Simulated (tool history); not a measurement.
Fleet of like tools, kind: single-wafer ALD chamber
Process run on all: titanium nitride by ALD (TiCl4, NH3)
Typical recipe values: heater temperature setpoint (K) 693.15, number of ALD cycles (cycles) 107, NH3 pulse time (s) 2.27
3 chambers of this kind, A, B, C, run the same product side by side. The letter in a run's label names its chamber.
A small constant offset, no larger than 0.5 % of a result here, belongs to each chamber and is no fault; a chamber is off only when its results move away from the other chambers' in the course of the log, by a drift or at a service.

| run | day | heater temperature setpoint (K) | number of ALD cycles (cycles) | NH3 pulse time (s) | hours since the last thermocouple change | read-back reference wafer on the same gauge, thickness_nm | mean film thickness on the monitor wafer (nm) |
|---|---|---|---|---|---|---|---|
| 1A | 0.125 | 693.15 | 107 | 2.27 | 62.3 | 2.3505 | 2.3737 |
| 2C | 0.321 | 693.15 | 107 | 2.27 | 1026.1 | 2.3487 | 2.3733 |
| 3B | 0.458 | 693.15 | 107 | 2.27 | 1783.6 | 2.3489 | 2.3963 |
| 4A | 0.738 | 693.15 | 107 | 2.27 | 77 | 2.3479 | 2.3776 |
| 5C | 0.979 | 693.15 | 107 | 2.27 | 1041.9 | 2.3487 | 2.3767 |
| 6B | 1.171 | 693.15 | 107 | 2.27 | 1800.7 | 2.3469 | 2.3926 |
| 7B | 1.408 | 693.15 | 107 | 2.27 | 1806.4 | 2.3469 | 2.3924 |
| 8A | 1.546 | 693.15 | 107 | 2.27 | 96.4 | 2.348 | 2.3727 |
| 9C | 1.708 | 693.15 | 107 | 2.27 | 1059.4 | 2.3471 | 2.3657 |
| 10B | 1.954 | 693.15 | 107 | 2.27 | 1819.5 | 2.3457 | 2.3884 |
| 11C | 2.112 | 693.15 | 107 | 2.27 | 1069.1 | 2.3457 | 2.3751 |
| 12A | 2.362 | 693.15 | 107 | 2.27 | 116 | 2.3449 | 2.3704 |
| 13A | 2.604 | 693.15 | 107 | 2.27 | 121.8 | 2.3443 | 2.3742 |
| 14C | 2.792 | 693.15 | 107 | 2.27 | 1085.4 | 2.345 | 2.3693 |
| 15B | 2.988 | 693.15 | 107 | 2.27 | 1844.3 | 2.3441 | 2.3945 |
| 16C | 3.217 | 693.15 | 107 | 2.27 | 1095.6 | 2.3439 | 2.3705 |
| 17A | 3.496 | 693.15 | 107 | 2.27 | 143.2 | 2.3435 | 2.3724 |
| 18B | 3.65 | 693.15 | 107 | 2.27 | 1860.2 | 2.3425 | 2.3949 |
| 19A | 3.779 | 693.15 | 107 | 2.27 | 150 | 2.343 | 2.3637 |
| 20B | 4.067 | 693.15 | 107 | 2.27 | 1870.2 | 2.3419 | 2.3892 |
| 21C | 4.329 | 693.15 | 107 | 2.27 | 1122.3 | 2.3425 | 2.3683 |
| 22C | 4.529 | 693.15 | 107 | 2.27 | 1127.1 | 2.3417 | 2.3655 |
| 23A | 4.683 | 693.15 | 107 | 2.27 | 171.7 | 2.3416 | 2.3694 |
| 24B | 4.921 | 693.15 | 107 | 2.27 | 1890.7 | 2.3417 | 2.3897 |
| 25B | 5.054 | 693.15 | 107 | 2.27 | 1893.9 | 2.3418 | 2.384 |
| 26A | 5.254 | 693.15 | 107 | 2.27 | 185.4 | 2.3407 | 2.3711 |
| 27C | 5.425 | 703.15 | 88 | 2.27 | 1148.6 | 2.3405 | 1.9512 |
| 28A | 5.708 | 703.15 | 88 | 2.27 | 196.3 | 2.3394 | 1.9534 |
| 29B | 5.992 | 703.15 | 88 | 2.27 | 1916.4 | 2.3396 | 1.9711 |
| 30C | 6.221 | 693.15 | 107 | 2.27 | 1167.7 | 2.3378 | 2.3619 |
| 31A | 6.475 | 693.15 | 107 | 2.27 | 214.7 | 2.3368 | 2.3608 |
| 32C | 6.608 | 693.15 | 107 | 3.14 | 1177 | 2.3375 | 2.3837 |
| 33B | 6.862 | 693.15 | 107 | 3.14 | 1937.3 | 2.3374 | 2.4006 |
| 34B | 7.025 | 693.15 | 107 | 3.14 | 1941.2 | 2.3366 | 2.4005 |
| 35A | 7.279 | 693.15 | 107 | 2.27 | 234 | 2.3355 | 2.368 |
| 36C | 7.525 | 693.15 | 107 | 2.27 | 1199 | 2.3369 | 2.3647 |
| 37C | 7.796 | 693.15 | 107 | 2.27 | 1205.5 | 2.3358 | 2.3518 |
| 38A | 7.946 | 693.15 | 107 | 2.27 | 250 | 2.3348 | 2.3579 |
| 39B | 8.138 | 693.15 | 107 | 2.27 | 1967.9 | 2.3349 | 2.383 |
| 40C | 8.308 | 680.15 | 107 | 2.61 | 1217.8 | 2.3346 | 2.3624 |
| 41A | 8.525 | 680.15 | 107 | 2.61 | 263.9 | 2.3346 | 2.3582 |

Next, every chamber runs the same settings. What will each give?
| 42A | 8.729 | 693.15 | 107 | 2.27 |  |  | ? |
| 42B | 8.729 | 693.15 | 107 | 2.27 |  |  | ? |
| 42C | 8.729 | 693.15 | 107 | 2.27 |  |  | ? |

| run | mean film thickness on the monitor wafer (nm) |
|---|---|
| 42A | 2.351 |
| 42B | 2.3781 |
| 42C | 2.3577 |

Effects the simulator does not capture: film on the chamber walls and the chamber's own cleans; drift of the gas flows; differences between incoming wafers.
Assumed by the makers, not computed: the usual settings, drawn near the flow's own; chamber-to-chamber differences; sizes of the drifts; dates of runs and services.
